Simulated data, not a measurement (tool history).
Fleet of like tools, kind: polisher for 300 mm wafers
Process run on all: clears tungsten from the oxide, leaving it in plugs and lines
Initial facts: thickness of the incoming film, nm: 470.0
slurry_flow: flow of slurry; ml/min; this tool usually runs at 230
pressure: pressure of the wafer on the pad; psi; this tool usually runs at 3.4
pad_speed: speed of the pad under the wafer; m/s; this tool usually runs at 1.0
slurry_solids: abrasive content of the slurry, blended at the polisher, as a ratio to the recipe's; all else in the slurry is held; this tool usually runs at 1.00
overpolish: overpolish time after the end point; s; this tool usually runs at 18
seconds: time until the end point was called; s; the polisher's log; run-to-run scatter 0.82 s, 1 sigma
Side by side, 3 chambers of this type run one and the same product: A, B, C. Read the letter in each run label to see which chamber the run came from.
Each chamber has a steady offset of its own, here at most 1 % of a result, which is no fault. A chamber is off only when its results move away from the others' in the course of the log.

Run 1A, hour 8.5: usual settings. Result: seconds 93.771 s.
At hour 17.9: chamber A: worn pad replaced by a new one.
At hour 19.5: chamber B: slurry tank refilled with fresh slurry and peroxide.
At hour 20.4: chamber C: slurry blender recalibrated.
Run 2B, hour 22.6: usual settings. Result: seconds 93.052 s.
Run 3C, hour 30.2: usual settings. Result: seconds 94.302 s.
At hour 36.6: chamber B: slurry blender recalibrated.
Run 4C, hour 38.1: usual settings. Result: seconds 95.392 s.
At hour 42.5: chamber B: worn pad replaced by a new one.
Run 5A, hour 44.6: usual settings. Result: seconds 94.304 s.
At hour 51.7: chamber A: slurry tank refilled with fresh slurry and peroxide.
Run 6B, hour 57.8: usual settings. Result: seconds 92.004 s.
Run 7A, hour 67.5: usual settings. Result: seconds 94.661 s.
At hour 70.7: chamber C: worn pad replaced by a new one.
Run 8C, hour 78.9: usual settings. Result: seconds 94.004 s.
Run 9B, hour 85.6: usual settings. Result: seconds 93.006 s.
Run 10B, hour 95.1: usual settings. Result: seconds 93.789 s.
At hour 103.1: chamber B: slurry nozzle cleaned.
Run 11A, hour 104.4: usual settings. Result: seconds 94.706 s.
At hour 105.3: chamber B: worn pad replaced by a new one.
At hour 107.6: chamber A: worn pad replaced by a new one.
At hour 108.9: chamber C: slurry blender recalibrated.
Run 12C, hour 110.7: usual settings. Result: seconds 94.511 s.
Run 13A, hour 122.9: usual settings. Result: seconds 94.033 s.
Run 14B, hour 130.1: usual settings. Result: seconds 92.396 s.
At hour 130.7: chamber B: head pressure recalibrated.
Run 15C, hour 137.1: usual settings. Result: seconds 93.637 s.
Run 16C, hour 144.1: usual settings. Result: seconds 94.713 s.
At hour 150.5: chamber C: slurry tank refilled with fresh slurry and peroxide.
Run 17A, hour 156.5: usual settings. Result: seconds 94.653 s.
At hour 163.0: chamber B: slurry blender recalibrated.
At hour 168.3: chamber A: slurry tank refilled with fresh slurry and peroxide.
Run 18B, hour 169.8: usual settings. Result: seconds 102.070 s.
At hour 170.8: chamber C: worn pad replaced by a new one.
At hour 172.8: chamber B: worn pad replaced by a new one.
Run 19C, hour 183.7: usual settings. Result: seconds 94.480 s.
Run 20A, hour 193.3: usual settings. Result: seconds 94.390 s.
At hour 197.8: chamber A: worn pad replaced by a new one.
Run 21B, hour 199.6: usual settings but pressure 4.0 psi, slurry_solids 0.75. Result: seconds 91.750 s.
Run 22B, hour 210.9: usual settings but pressure 4.0 psi, slurry_solids 0.75. Result: seconds 91.606 s.
At hour 216.9: chamber B: slurry tank refilled with fresh slurry and peroxide.
Run 23C, hour 219.6: usual settings but pressure 4.0 psi, slurry_solids 0.75. Result: seconds 85.821 s.
At hour 222.2: chamber C: slurry blender recalibrated.
At hour 226.2: chamber A: slurry blender recalibrated.
Run 24A, hour 232.0: usual settings. Result: seconds 94.794 s.
At hour 239.6: chamber B: worn pad replaced by a new one.
Run 25B, hour 245.6: usual settings. Result: seconds 101.470 s.
At hour 247.2: chamber A: slurry nozzle cleaned.
Run 26C, hour 252.7: usual settings but slurry_solids 0.70, overpolish 8 s. Result: seconds 102.160 s.
Run 27A, hour 259.5: usual settings but slurry_solids 0.70, overpolish 8 s. Result: seconds 102.740 s.
Run 28A, hour 270.0: usual settings but slurry_solids 0.70, overpolish 8 s. Result: seconds 102.860 s.
Run 29C, hour 276.3: usual settings. Result: seconds 94.497 s.
At hour 279.3: chamber C: worn pad replaced by a new one.
Run 30B, hour 288.2: usual settings. Result: seconds 102.750 s.
At hour 288.3: chamber B: slurry blender recalibrated.
At hour 294.0: chamber A: worn pad replaced by a new one.
Run 31A, hour 295.5: usual settings but pressure 2.5 psi, pad_speed 1.2 m/s. Result: seconds 106.540 s.
Run 32B, hour 304.0: usual settings but pressure 2.5 psi, pad_speed 1.2 m/s. Result: seconds 114.810 s.
Run 33C, hour 318.2: usual settings but pressure 2.5 psi, pad_speed 1.2 m/s. Result: seconds 107.340 s.
Run 34C, hour 330.4: usual settings. Result: seconds 94.426 s.

Read the log: is a single chamber off, either drifting away or since a service, is the gauge that measures every chamber drifting, or is nothing wrong beyond small per-chamber offsets? Name any odd chamber and what most likely caused it.

A service left chamber B off against the others.
Most likely cause: head's pressure below its setpoint, % = 7.97.

Chamber B could run next with any of the 4 candidate recipes listed below; each alters the usual settings, and their results appear as question marks. Which one brings its results back in line with what the other chambers deliver on the usual settings?
A result is in line if it is within this distance of the other chambers' mean on the usual settings: seconds 2.900 s
Run 35B-1, hour 340.6: usual settings but pressure 3.5 psi. Result: seconds ?.
Run 35B-2, hour 340.6: usual settings but pad_speed 0.98 m/s. Result: seconds ?.
Run 35B-3, hour 340.6: usual settings but pressure 3.3 psi, pad_speed 0.96 m/s. Result: seconds ?.
Run 35B-4, hour 340.6: usual settings but pad_speed 1.08 m/s. Result: seconds ?.

Other chambers, usual settings, mean: seconds 94.535 s
  run  seconds
35B-1   99.198
35B-2  104.270
35B-3  109.740
35B-4   94.522
With 35B-4, the chamber falls back in line with the rest.
